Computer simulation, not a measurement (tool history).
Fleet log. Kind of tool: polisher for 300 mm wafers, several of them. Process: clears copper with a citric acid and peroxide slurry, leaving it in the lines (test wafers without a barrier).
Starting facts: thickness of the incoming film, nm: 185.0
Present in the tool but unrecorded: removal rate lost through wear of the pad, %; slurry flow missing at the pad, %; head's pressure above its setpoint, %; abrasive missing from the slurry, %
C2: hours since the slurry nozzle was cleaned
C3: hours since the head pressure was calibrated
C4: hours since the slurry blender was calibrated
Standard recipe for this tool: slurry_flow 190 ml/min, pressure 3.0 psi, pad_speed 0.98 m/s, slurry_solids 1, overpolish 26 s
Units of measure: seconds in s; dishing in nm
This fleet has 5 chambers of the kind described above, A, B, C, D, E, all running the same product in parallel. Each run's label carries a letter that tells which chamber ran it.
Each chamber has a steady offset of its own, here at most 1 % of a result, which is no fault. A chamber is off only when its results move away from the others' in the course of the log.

-- hour=7.1 chamber B: slurry blender recalibrated
-- hour=7.3 chamber D: worn pad replaced by a new one
run 1E hour=11.2 | slurry_flow=190 pressure=3.0 pad_speed=0.98 slurry_solids=1 overpolish=26 | wafers_polished_on_this_pad=740 C2=381.5 C3=422.3 C4=146.1 | seconds=92.766 dishing=34.233
run 2A hour=19.5 | slurry_flow=190 pressure=3.0 pad_speed=0.98 slurry_solids=1 overpolish=26 | wafers_polished_on_this_pad=819 C2=362.1 C3=158.1 C4=120.8 | seconds=89.065 dishing=34.463
-- hour=21.5 chamber D: slurry blender recalibrated
run 3D hour=25.4 | slurry_flow=190 pressure=3.0 pad_speed=0.98 slurry_solids=1 overpolish=26 | wafers_polished_on_this_pad=207 C2=384.8 C3=32.1 C4=4.0 | seconds=88.639 dishing=34.279
-- hour=26.9 chamber E: worn pad replaced by a new one
run 4B hour=33.4 | slurry_flow=190 pressure=3.0 pad_speed=0.98 slurry_solids=1 overpolish=26 | wafers_polished_on_this_pad=1328 C2=116.3 C3=33.6 C4=26.3 | seconds=88.992 dishing=33.277
-- hour=35.7 chamber B: worn pad replaced by a new one
-- hour=39.9 chamber C: slurry nozzle cleaned
run 5C hour=45.5 | slurry_flow=190 pressure=3.0 pad_speed=0.98 slurry_solids=1 overpolish=26 | wafers_polished_on_this_pad=724 C2=5.6 C3=64.6 C4=147.0 | seconds=92.020 dishing=34.052
run 6E hour=58.1 | slurry_flow=190 pressure=3.0 pad_speed=0.98 slurry_solids=1 overpolish=26 | wafers_polished_on_this_pad=357 C2=428.4 C3=469.2 C4=193.0 | seconds=90.321 dishing=32.842
-- hour=62.0 chamber A: worn pad replaced by a new one
run 7B hour=70.5 | slurry_flow=150 pressure=3.0 pad_speed=0.98 slurry_solids=1 overpolish=26 | wafers_polished_on_this_pad=398 C2=153.4 C3=70.7 C4=63.4 | seconds=90.970 dishing=33.278
run 8A hour=82.7 | slurry_flow=150 pressure=3.0 pad_speed=0.98 slurry_solids=1 overpolish=26 | wafers_polished_on_this_pad=237 C2=425.3 C3=221.3 C4=184.0 | seconds=91.897 dishing=33.170
run 9C hour=91.4 | slurry_flow=150 pressure=3.0 pad_speed=0.98 slurry_solids=1 overpolish=26 | wafers_polished_on_this_pad=1248 C2=51.5 C3=110.5 C4=192.9 | seconds=92.721 dishing=33.023
-- hour=92.7 chamber E: slurry nozzle cleaned
run 10D hour=97.8 | slurry_flow=150 pressure=3.0 pad_speed=0.98 slurry_solids=1 overpolish=26 | wafers_polished_on_this_pad=1033 C2=457.2 C3=104.5 C4=76.4 | seconds=92.868 dishing=33.195
-- hour=98.7 chamber D: worn pad replaced by a new one
-- hour=107.8 chamber C: worn pad replaced by a new one
-- hour=108.4 chamber E: worn pad replaced by a new one
run 11B hour=108.4 | slurry_flow=150 pressure=3.0 pad_speed=0.98 slurry_solids=1 overpolish=26 | wafers_polished_on_this_pad=830 C2=191.3 C3=108.6 C4=101.3 | seconds=90.912 dishing=32.861
run 12A hour=119.2 | slurry_flow=190 pressure=3.0 pad_speed=0.98 slurry_solids=1 overpolish=26 | wafers_polished_on_this_pad=653 C2=461.8 C3=257.8 C4=220.5 | seconds=89.515 dishing=33.709
run 13C hour=125.9 | slurry_flow=190 pressure=3.0 pad_speed=0.98 slurry_solids=1 overpolish=26 | wafers_polished_on_this_pad=207 C2=86.0 C3=145.0 C4=227.4 | seconds=88.600 dishing=33.742
run 14E hour=135.5 | slurry_flow=190 pressure=3.0 pad_speed=0.98 slurry_solids=1 overpolish=26 | wafers_polished_on_this_pad=309 C2=42.9 C3=546.6 C4=270.4 | seconds=90.080 dishing=33.568
run 15D hour=142.3 | slurry_flow=190 pressure=3.0 pad_speed=0.98 slurry_solids=1 overpolish=26 | wafers_polished_on_this_pad=498 C2=501.7 C3=149.0 C4=120.9 | seconds=89.188 dishing=33.788
-- hour=147.5 chamber C: slurry blender recalibrated
run 16A hour=150.9 | slurry_flow=190 pressure=3.6 pad_speed=0.98 slurry_solids=1 overpolish=40 | wafers_polished_on_this_pad=1015 C2=493.5 C3=289.5 C4=252.2 | seconds=73.419 dishing=54.232
-- hour=151.6 chamber E: slurry blender recalibrated
-- hour=152.5 chamber A: slurry blender recalibrated
run 17E hour=157.7 | slurry_flow=190 pressure=3.6 pad_speed=0.98 slurry_solids=1 overpolish=40 | wafers_polished_on_this_pad=563 C2=65.1 C3=568.8 C4=6.2 | seconds=75.863 dishing=53.520
-- hour=158.2 chamber B: worn pad replaced by a new one
run 18C hour=168.0 | slurry_flow=190 pressure=3.6 pad_speed=0.98 slurry_solids=1 overpolish=40 | wafers_polished_on_this_pad=687 C2=128.1 C3=187.1 C4=20.6 | seconds=75.706 dishing=53.106
run 19B hour=176.5 | slurry_flow=190 pressure=3.6 pad_speed=0.98 slurry_solids=1 overpolish=40 | wafers_polished_on_this_pad=209 C2=259.4 C3=176.7 C4=169.4 | seconds=75.542 dishing=52.308
-- hour=178.6 chamber D: worn pad replaced by a new one
-- hour=181.0 chamber A: worn pad replaced by a new one
run 20D hour=188.2 | slurry_flow=190 pressure=3.6 pad_speed=0.98 slurry_solids=1 overpolish=40 | wafers_polished_on_this_pad=110 C2=547.6 C3=194.9 C4=166.8 | seconds=73.733 dishing=54.570
-- hour=190.5 chamber A: slurry nozzle cleaned
-- hour=191.7 chamber E: worn pad replaced by a new one
run 21E hour=196.9 | slurry_flow=190 pressure=3.0 pad_speed=0.98 slurry_solids=1 overpolish=26 | wafers_polished_on_this_pad=60 C2=104.3 C3=608.0 C4=45.4 | seconds=89.366 dishing=33.528
-- hour=201.4 chamber D: slurry nozzle cleaned
-- hour=204.0 chamber D: slurry blender recalibrated
run 22C hour=207.1 | slurry_flow=190 pressure=3.0 pad_speed=0.98 slurry_solids=1 overpolish=26 | wafers_polished_on_this_pad=1133 C2=167.2 C3=226.2 C4=59.7 | seconds=88.402 dishing=34.225
run 23D hour=214.6 | slurry_flow=190 pressure=3.0 pad_speed=0.98 slurry_solids=1 overpolish=26 | wafers_polished_on_this_pad=411 C2=13.3 C3=221.3 C4=10.7 | seconds=87.847 dishing=33.501
-- hour=219.0 chamber C: worn pad replaced by a new one
run 24A hour=220.7 | slurry_flow=190 pressure=3.0 pad_speed=0.98 slurry_solids=1 overpolish=26 | wafers_polished_on_this_pad=454 C2=30.3 C3=359.3 C4=68.3 | seconds=88.965 dishing=33.761
run 25B hour=233.4 | slurry_flow=190 pressure=3.0 pad_speed=0.98 slurry_solids=1 overpolish=26 | wafers_polished_on_this_pad=858 C2=316.3 C3=233.6 C4=226.3 | seconds=89.051 dishing=33.793
run 26E hour=241.3 | slurry_flow=190 pressure=3.0 pad_speed=0.98 slurry_solids=1 overpolish=26 | wafers_polished_on_this_pad=566 C2=148.7 C3=652.4 C4=89.8 | seconds=91.040 dishing=34.542
run 27A hour=247.8 | slurry_flow=190 pressure=3.0 pad_speed=0.98 slurry_solids=1 overpolish=26 | wafers_polished_on_this_pad=763 C2=57.4 C3=386.4 C4=95.4 | seconds=87.885 dishing=34.023
run 28C hour=256.8 | slurry_flow=190 pressure=3.0 pad_speed=0.98 slurry_solids=1 overpolish=26 | wafers_polished_on_this_pad=432 C2=216.9 C3=275.9 C4=109.4 | seconds=90.989 dishing=34.752
run 29D hour=265.0 | slurry_flow=190 pressure=3.0 pad_speed=0.98 slurry_solids=1 overpolish=26 | wafers_polished_on_this_pad=986 C2=63.7 C3=271.7 C4=61.1 | seconds=91.674 dishing=34.008
-- hour=272.9 chamber D: worn pad replaced by a new one
-- hour=274.8 chamber B: worn pad replaced by a new one
-- hour=276.9 chamber E: worn pad replaced by a new one
run 30B hour=277.0 | slurry_flow=190 pressure=3.0 pad_speed=0.98 slurry_solids=1 overpolish=26 | wafers_polished_on_this_pad=25 C2=359.9 C3=277.2 C4=269.9 | seconds=88.054 dishing=33.253
run 31A hour=283.7 | slurry_flow=190 pressure=3.0 pad_speed=0.98 slurry_solids=1 overpolish=26 | wafers_polished_on_this_pad=1173 C2=93.3 C3=422.3 C4=131.3 | seconds=89.408 dishing=34.185
-- hour=284.3 chamber B: slurry blender recalibrated
-- hour=286.8 chamber A: worn pad replaced by a new one
run 32D hour=292.2 | slurry_flow=190 pressure=3.0 pad_speed=0.98 slurry_solids=1 overpolish=26 | wafers_polished_on_this_pad=221 C2=90.9 C3=298.9 C4=88.3 | seconds=90.108 dishing=33.249
run 33C hour=299.6 | slurry_flow=190 pressure=3.0 pad_speed=0.98 slurry_solids=1 overpolish=26 | wafers_polished_on_this_pad=920 C2=259.7 C3=318.7 C4=152.2 | seconds=91.289 dishing=33.743
run 34E hour=310.9 | slurry_flow=190 pressure=3.0 pad_speed=0.98 slurry_solids=1 overpolish=26 | wafers_polished_on_this_pad=388 C2=218.3 C3=722.0 C4=159.4 | seconds=89.960 dishing=33.634
run 35B hour=322.4 | slurry_flow=190 pressure=3.0 pad_speed=0.98 slurry_solids=1 overpolish=26 | wafers_polished_on_this_pad=543 C2=405.3 C3=322.6 C4=38.1 | seconds=87.874 dishing=33.939
run 36C hour=333.6 | slurry_flow=190 pressure=3.0 pad_speed=0.98 slurry_solids=1 overpolish=26 | wafers_polished_on_this_pad=1308 C2=293.7 C3=352.7 C4=186.2 | seconds=89.816 dishing=33.608
run 37B hour=346.4 | slurry_flow=190 pressure=3.0 pad_speed=0.98 slurry_solids=1 overpolish=26 | wafers_polished_on_this_pad=817 C2=429.3 C3=346.6 C4=62.1 | seconds=91.056 dishing=33.391
run 38A hour=352.7 | slurry_flow=190 pressure=3.0 pad_speed=0.98 slurry_solids=1 overpolish=26 | wafers_polished_on_this_pad=753 C2=162.3 C3=491.3 C4=200.3 | seconds=87.937 dishing=34.470
-- hour=360.9 chamber C: worn pad replaced by a new one
-- hour=361.4 chamber D: worn pad replaced by a new one
run 39E hour=365.1 | slurry_flow=190 pressure=3.0 pad_speed=0.98 slurry_solids=1 overpolish=26 | wafers_polished_on_this_pad=1007 C2=272.5 C3=776.2 C4=213.6 | seconds=89.845 dishing=33.589
-- hour=366.1 chamber E: worn pad replaced by a new one
run 40D hour=375.8 | slurry_flow=240 pressure=3.0 pad_speed=0.98 slurry_solids=1 overpolish=26 | wafers_polished_on_this_pad=165 C2=174.5 C3=382.5 C4=171.9 | seconds=87.451 dishing=34.636
-- hour=379.9 chamber D: slurry blender recalibrated
-- hour=382.3 chamber B: worn pad replaced by a new one
-- hour=382.9 chamber E: slurry blender recalibrated
run 41E hour=387.5 | slurry_flow=240 pressure=3.0 pad_speed=0.98 slurry_solids=1 overpolish=26 | wafers_polished_on_this_pad=244 C2=294.9 C3=798.6 C4=4.7 | seconds=88.137 dishing=33.469
run 42D hour=397.0 | slurry_flow=240 pressure=3.0 pad_speed=0.98 slurry_solids=1 overpolish=26 | wafers_polished_on_this_pad=407 C2=195.7 C3=403.7 C4=17.2 | seconds=87.265 dishing=34.163
-- hour=399.9 chamber B: slurry nozzle cleaned
-- hour=404.5 chamber C: slurry blender recalibrated
run 43B hour=405.2 | slurry_flow=240 pressure=3.0 pad_speed=0.98 slurry_solids=1 overpolish=26 | wafers_polished_on_this_pad=261 C2=5.4 C3=405.4 C4=120.9 | seconds=86.107 dishing=34.815
run 44C hour=411.1 | slurry_flow=240 pressure=3.0 pad_speed=0.98 slurry_solids=1 overpolish=26 | wafers_polished_on_this_pad=573 C2=371.2 C3=430.2 C4=6.6 | seconds=89.780 dishing=34.755

Next, every chamber runs the same settings. What will each give?
run 45A hour=420.3 | slurry_flow=190 pressure=2.7 pad_speed=0.98 slurry_solids=1 overpolish=26 | seconds=? dishing=?
run 45B hour=420.3 | slurry_flow=190 pressure=2.7 pad_speed=0.98 slurry_solids=1 overpolish=26 | seconds=? dishing=?
run 45C hour=420.3 | slurry_flow=190 pressure=2.7 pad_speed=0.98 slurry_solids=1 overpolish=26 | seconds=? dishing=?
run 45D hour=420.3 | slurry_flow=190 pressure=2.7 pad_speed=0.98 slurry_solids=1 overpolish=26 | seconds=? dishing=?
run 45E hour=420.3 | slurry_flow=190 pressure=2.7 pad_speed=0.98 slurry_solids=1 overpolish=26 | seconds=? dishing=?

run=45A seconds=101.860 dishing=31.797
run=45B seconds=97.647 dishing=31.211
run=45C seconds=101.400 dishing=31.063
run=45D seconds=101.000 dishing=31.720
run=45E seconds=101.590 dishing=31.153
